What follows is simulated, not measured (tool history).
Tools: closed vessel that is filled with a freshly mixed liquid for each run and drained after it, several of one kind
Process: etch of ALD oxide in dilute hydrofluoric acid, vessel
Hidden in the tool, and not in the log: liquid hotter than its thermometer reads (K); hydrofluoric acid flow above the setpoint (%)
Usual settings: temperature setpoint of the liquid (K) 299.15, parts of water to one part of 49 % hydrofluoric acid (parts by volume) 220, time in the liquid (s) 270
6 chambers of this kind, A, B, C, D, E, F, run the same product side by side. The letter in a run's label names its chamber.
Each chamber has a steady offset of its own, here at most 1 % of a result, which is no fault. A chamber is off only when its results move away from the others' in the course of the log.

run   hour  temperature setpoint of the liquid (K)  parts of water to one part of 49 % hydrofluoric acid (parts by volume)  time in the liquid (s)  hours since the thermometer was replaced  hours since the hydrofluoric acid flow meter was replaced  read-back film thickness of the ALD oxide reference wafer, read on the same gauge (nm)  thickness taken off the ALD oxide on a monitor wafer (nm)
 1F   11.3                                  299.15                                                                     220                     270                                     371.5                                                       88.6                                                                                  79.993                                                     37.607
 2B   23.3                                  299.15                                                                     220                     270                                    1309.1                                                      582.5                                                                                  79.944                                                     37.663
 3C   33.4                                  299.15                                                                     220                     270                                    1020.6                                                      653.6                                                                                  79.951                                                     36.623
 4E   39.1                                  299.15                                                                     220                     270                                    2192.0                                                      506.7                                                                                  80.005                                                     37.193
 5D   50.2                                  299.15                                                                     220                     270                                    1181.3                                                     1963.0                                                                                  80.034                                                     37.763
 6A   59.7                                  299.15                                                                     220                     270                                     723.0                                                      502.0                                                                                  80.042                                                     37.348
 7B   66.8                                  299.15                                                                     220                     270                                    1352.6                                                      626.0                                                                                  80.008                                                     37.751
 8D   78.7                                  299.15                                                                     220                     270                                    1209.8                                                     1991.5                                                                                  80.006                                                     37.604
      87.4  -- chamber D: thermometer replaced
 9A   87.4                                  299.15                                                                     220                     270                                     750.7                                                      529.7                                                                                  80.034                                                     37.676
10F   94.4                                  299.15                                                                     220                     270                                     454.6                                                      171.7                                                                                  80.000                                                     37.617
11E  106.1                                  299.15                                                                     220                     270                                    2259.0                                                      573.7                                                                                  79.973                                                     38.005
12C  114.9                                  299.15                                                                     220                     270                                    1102.1                                                      735.1                                                                                  79.944                                                     37.192
13A  121.2                                  299.15                                                                     220                     270                                     784.5                                                      563.5                                                                                  79.967                                                     37.525
14C  131.1                                  299.15                                                                     220                     270                                    1118.3                                                      751.3                                                                                  80.019                                                     37.345
15E  143.2                                  299.15                                                                     220                     270                                    2296.1                                                      610.8                                                                                  79.984                                                     37.609
16B  153.4                                  299.15                                                                     220                     270                                    1439.2                                                      712.6                                                                                  79.994                                                     37.634
17F  161.9                                  299.15                                                                     220                     270                                     522.1                                                      239.2                                                                                  79.996                                                     36.559
18D  174.2                                  299.15                                                                     220                     270                                      86.9                                                     2087.0                                                                                  79.967                                                     37.901
19D  181.3                                  299.15                                                                     220                     270                                      94.0                                                     2094.1                                                                                  79.990                                                     37.780
20B  187.7                                  299.15                                                                     220                     270                                    1473.5                                                      746.9                                                                                  80.013                                                     37.408
21E  199.9                                  299.15                                                                     220                     270                                    2352.8                                                      667.5                                                                                  79.986                                                     37.453
22A  211.8                                  299.15                                                                     220                     270                                     875.1                                                      654.1                                                                                  80.062                                                     38.072
23C  224.5                                  299.15                                                                     305                     120                                    1211.7                                                      844.7                                                                                  79.991                                                     11.011
24F  237.6                                  299.15                                                                     305                     120                                     597.8                                                      314.9                                                                                  80.008                                                     11.021
25B  245.8                                  299.15                                                                     305                     120                                    1531.6                                                      805.0                                                                                  80.042                                                     11.044
26C  256.3                                  299.15                                                                     305                     120                                    1243.5                                                      876.5                                                                                  80.004                                                     10.977
27A  262.5                                  299.15                                                                     305                     120                                     925.8                                                      704.8                                                                                  80.021                                                     10.989
28F  274.6                                  299.15                                                                     305                     120                                     634.8                                                      351.9                                                                                  79.984                                                     10.787
29E  282.8                                  299.15                                                                     220                     270                                    2435.7                                                      750.4                                                                                  79.997                                                     37.203
30D  288.5                                  299.15                                                                     220                     270                                     201.2                                                     2201.3                                                                                  79.957                                                     37.899
31C  298.8                                  299.15                                                                     220                     270                                    1286.0                                                      919.0                                                                                  79.977                                                     37.818
32D  310.8                                  299.15                                                                     220                     270                                     223.5                                                     2223.6                                                                                  80.019                                                     37.969
     315.9  -- chamber F: hydrofluoric acid flow meter replaced
33B  321.3                                  299.15                                                                     220                     270                                    1607.1                                                      880.5                                                                                  79.983                                                     37.423
34A  331.7                                  299.15                                                                     220                     270                                     995.0                                                      774.0                                                                                  79.964                                                     37.639
35E  339.6                                  299.15                                                                     220                     270                                    2492.5                                                      807.2                                                                                  80.013                                                     37.695
36F  348.1                                  299.15                                                                     220                     270                                     708.3                                                       32.2                                                                                  79.986                                                     37.257
37D  357.3                                  299.15                                                                     220                     270                                     270.0                                                     2270.1                                                                                  80.013                                                     37.892
     363.9  -- chamber B: hydrofluoric acid flow meter replaced
38C  368.3                                  299.15                                                                     220                     270                                    1355.5                                                      988.5                                                                                  80.016                                                     36.941
39F  380.5                                  299.15                                                                     130                     175                                     740.7                                                       64.6                                                                                  80.000                                                     44.647
40B  388.8                                  299.15                                                                     130                     175                                    1674.6                                                       24.9                                                                                  80.065                                                     45.835

What goes on in this fleet: one chamber off, a drifting gauge, or nothing beyond the chambers' own small offsets? Name the chamber and the cause, if any.

No chamber stands off beyond its own small offset, and the gauge holds steady.
